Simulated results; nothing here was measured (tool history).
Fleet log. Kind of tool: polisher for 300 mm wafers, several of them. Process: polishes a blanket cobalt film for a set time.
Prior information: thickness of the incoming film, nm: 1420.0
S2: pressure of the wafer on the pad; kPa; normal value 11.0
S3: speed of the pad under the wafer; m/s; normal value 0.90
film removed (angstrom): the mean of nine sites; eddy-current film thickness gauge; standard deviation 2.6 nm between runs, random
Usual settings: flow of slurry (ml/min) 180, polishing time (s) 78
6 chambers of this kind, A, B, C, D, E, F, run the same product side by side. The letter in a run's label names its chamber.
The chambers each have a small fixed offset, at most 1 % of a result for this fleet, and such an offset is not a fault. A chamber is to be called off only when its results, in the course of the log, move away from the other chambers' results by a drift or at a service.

run 1C hour=7.1 | flow_of_slurry_(ml/min)=180 S2=11.0 S3=0.90 polishing_time_(s)=78 | film_removed_(angstrom)=2837.9
run 2B hour=13.7 | flow_of_slurry_(ml/min)=180 S2=11.0 S3=0.90 polishing_time_(s)=78 | film_removed_(angstrom)=2855.2
run 3E hour=21.3 | flow_of_slurry_(ml/min)=180 S2=11.0 S3=0.90 polishing_time_(s)=78 | film_removed_(angstrom)=2842.5
-- hour=22.1 chamber C: worn pad replaced by a new one
-- hour=23.7 chamber E: worn pad replaced by a new one
-- hour=24.8 chamber D: worn pad replaced by a new one
-- hour=27.6 chamber A: slurry nozzle cleaned
run 4D hour=30.6 | flow_of_slurry_(ml/min)=180 S2=11.0 S3=0.90 polishing_time_(s)=78 | film_removed_(angstrom)=2838.0
run 5F hour=35.6 | flow_of_slurry_(ml/min)=200 S2=11.0 S3=0.90 polishing_time_(s)=103 | film_removed_(angstrom)=3779.8
run 6A hour=41.4 | flow_of_slurry_(ml/min)=200 S2=11.0 S3=0.90 polishing_time_(s)=103 | film_removed_(angstrom)=3719.3
-- hour=45.8 chamber A: head pressure recalibrated
run 7B hour=48.4 | flow_of_slurry_(ml/min)=200 S2=11.0 S3=0.90 polishing_time_(s)=103 | film_removed_(angstrom)=3865.9
-- hour=49.2 chamber D: slurry nozzle cleaned
run 8C hour=53.8 | flow_of_slurry_(ml/min)=200 S2=11.0 S3=0.90 polishing_time_(s)=103 | film_removed_(angstrom)=3776.4
run 9D hour=62.0 | flow_of_slurry_(ml/min)=200 S2=11.0 S3=0.90 polishing_time_(s)=103 | film_removed_(angstrom)=3793.2
-- hour=63.8 chamber A: worn pad replaced by a new one
run 10F hour=68.8 | flow_of_slurry_(ml/min)=200 S2=11.0 S3=0.90 polishing_time_(s)=103 | film_removed_(angstrom)=3821.2
-- hour=71.7 chamber D: head pressure recalibrated
run 11E hour=74.0 | flow_of_slurry_(ml/min)=180 S2=8.3 S3=0.90 polishing_time_(s)=78 | film_removed_(angstrom)=2084.7
-- hour=77.4 chamber B: slurry nozzle cleaned
run 12A hour=80.1 | flow_of_slurry_(ml/min)=180 S2=8.3 S3=0.90 polishing_time_(s)=78 | film_removed_(angstrom)=2116.7
run 13C hour=84.9 | flow_of_slurry_(ml/min)=180 S2=8.3 S3=0.90 polishing_time_(s)=78 | film_removed_(angstrom)=2118.4
run 14D hour=91.5 | flow_of_slurry_(ml/min)=180 S2=8.3 S3=0.90 polishing_time_(s)=78 | film_removed_(angstrom)=2144.4
run 15E hour=96.4 | flow_of_slurry_(ml/min)=180 S2=8.3 S3=0.90 polishing_time_(s)=78 | film_removed_(angstrom)=2106.0
-- hour=104.4 chamber E: worn pad replaced by a new one
run 16F hour=106.0 | flow_of_slurry_(ml/min)=180 S2=8.3 S3=0.90 polishing_time_(s)=78 | film_removed_(angstrom)=2150.6
run 17B hour=113.0 | flow_of_slurry_(ml/min)=180 S2=11.0 S3=0.90 polishing_time_(s)=78 | film_removed_(angstrom)=2813.3
run 18A hour=117.4 | flow_of_slurry_(ml/min)=180 S2=11.0 S3=0.90 polishing_time_(s)=78 | film_removed_(angstrom)=2771.3
run 19D hour=123.4 | flow_of_slurry_(ml/min)=180 S2=11.0 S3=0.90 polishing_time_(s)=78 | film_removed_(angstrom)=2807.7
run 20C hour=129.6 | flow_of_slurry_(ml/min)=180 S2=11.0 S3=0.90 polishing_time_(s)=78 | film_removed_(angstrom)=2762.7
-- hour=135.8 chamber D: worn pad replaced by a new one
run 21B hour=139.3 | flow_of_slurry_(ml/min)=180 S2=11.0 S3=0.90 polishing_time_(s)=78 | film_removed_(angstrom)=2805.8
-- hour=140.6 chamber A: worn pad replaced by a new one
-- hour=143.9 chamber F: worn pad replaced by a new one
run 22A hour=144.9 | flow_of_slurry_(ml/min)=180 S2=11.0 S3=0.90 polishing_time_(s)=78 | film_removed_(angstrom)=2826.6
run 23E hour=153.2 | flow_of_slurry_(ml/min)=180 S2=11.0 S3=0.90 polishing_time_(s)=78 | film_removed_(angstrom)=2810.2
run 24F hour=161.0 | flow_of_slurry_(ml/min)=180 S2=11.0 S3=1.16 polishing_time_(s)=78 | film_removed_(angstrom)=3682.3
run 25C hour=169.5 | flow_of_slurry_(ml/min)=180 S2=11.0 S3=1.16 polishing_time_(s)=78 | film_removed_(angstrom)=3619.9
-- hour=171.0 chamber E: worn pad replaced by a new one
run 26B hour=174.8 | flow_of_slurry_(ml/min)=180 S2=11.0 S3=1.16 polishing_time_(s)=78 | film_removed_(angstrom)=3506.5
run 27D hour=179.1 | flow_of_slurry_(ml/min)=180 S2=11.0 S3=1.16 polishing_time_(s)=78 | film_removed_(angstrom)=3635.2
run 28F hour=187.6 | flow_of_slurry_(ml/min)=180 S2=11.0 S3=1.16 polishing_time_(s)=78 | film_removed_(angstrom)=3610.5
run 29E hour=194.0 | flow_of_slurry_(ml/min)=180 S2=11.0 S3=1.16 polishing_time_(s)=78 | film_removed_(angstrom)=3651.0
-- hour=196.1 chamber C: worn pad replaced by a new one
run 30A hour=203.4 | flow_of_slurry_(ml/min)=180 S2=11.0 S3=0.90 polishing_time_(s)=78 | film_removed_(angstrom)=2786.1
run 31A hour=209.5 | flow_of_slurry_(ml/min)=180 S2=11.0 S3=0.90 polishing_time_(s)=78 | film_removed_(angstrom)=2842.8
run 32B hour=215.5 | flow_of_slurry_(ml/min)=180 S2=13.8 S3=1.06 polishing_time_(s)=78 | film_removed_(angstrom)=3934.0
-- hour=218.5 chamber F: slurry nozzle cleaned
run 33D hour=221.7 | flow_of_slurry_(ml/min)=180 S2=13.8 S3=1.06 polishing_time_(s)=78 | film_removed_(angstrom)=4155.4
-- hour=222.2 chamber A: worn pad replaced by a new one
-- hour=225.8 chamber C: slurry nozzle cleaned
run 34F hour=228.0 | flow_of_slurry_(ml/min)=180 S2=13.8 S3=1.06 polishing_time_(s)=78 | film_removed_(angstrom)=4106.8
run 35E hour=236.2 | flow_of_slurry_(ml/min)=180 S2=13.8 S3=1.06 polishing_time_(s)=78 | film_removed_(angstrom)=4102.7
run 36C hour=242.3 | flow_of_slurry_(ml/min)=180 S2=13.8 S3=1.06 polishing_time_(s)=78 | film_removed_(angstrom)=4115.9
run 37A hour=247.1 | flow_of_slurry_(ml/min)=180 S2=13.8 S3=1.06 polishing_time_(s)=78 | film_removed_(angstrom)=4047.3

Which is it: a chamber that has drifted or been left off by a service, a gauge drift common to all chambers, or only each chamber's usual small offset? If a chamber is off, name it and its likeliest cause.

Chamber B drifts away from the others.
Cause: removal rate lost through wear of the pad, % = 8.39.
The log might look much the same if the cause were instead: slurry flow missing at the pad, %; head's pressure below its setpoint, %.

Chamber B could run next with any of the 4 candidate recipes listed below; each alters the usual settings, and their results appear as question marks. Which one brings its results back in line with what the other chambers deliver on the usual settings?
In-line tolerance around the mean of the other chambers on the usual settings: film removed (angstrom) 92.0
run 38B-1 hour=254.0 | flow_of_slurry_(ml/min)=180 S2=11.0 S3=0.90 polishing_time_(s)=79 | film_removed_(angstrom)=?
run 38B-2 hour=254.0 | flow_of_slurry_(ml/min)=180 S2=11.0 S3=0.96 polishing_time_(s)=78 | film_removed_(angstrom)=?
run 38B-3 hour=254.0 | flow_of_slurry_(ml/min)=180 S2=11.0 S3=0.90 polishing_time_(s)=77 | film_removed_(angstrom)=?
run 38B-4 hour=254.0 | flow_of_slurry_(ml/min)=180 S2=10.3 S3=0.90 polishing_time_(s)=78 | film_removed_(angstrom)=?

Usual-settings mean across the other chambers: film removed (angstrom) 2817.4
run=38B-1 film_removed_(angstrom)=2639.9
run=38B-2 film_removed_(angstrom)=2782.8
run=38B-3 film_removed_(angstrom)=2573.0
run=38B-4 film_removed_(angstrom)=2443.8
Change 38B-2 lands the chamber within the allowed miss of the other chambers.
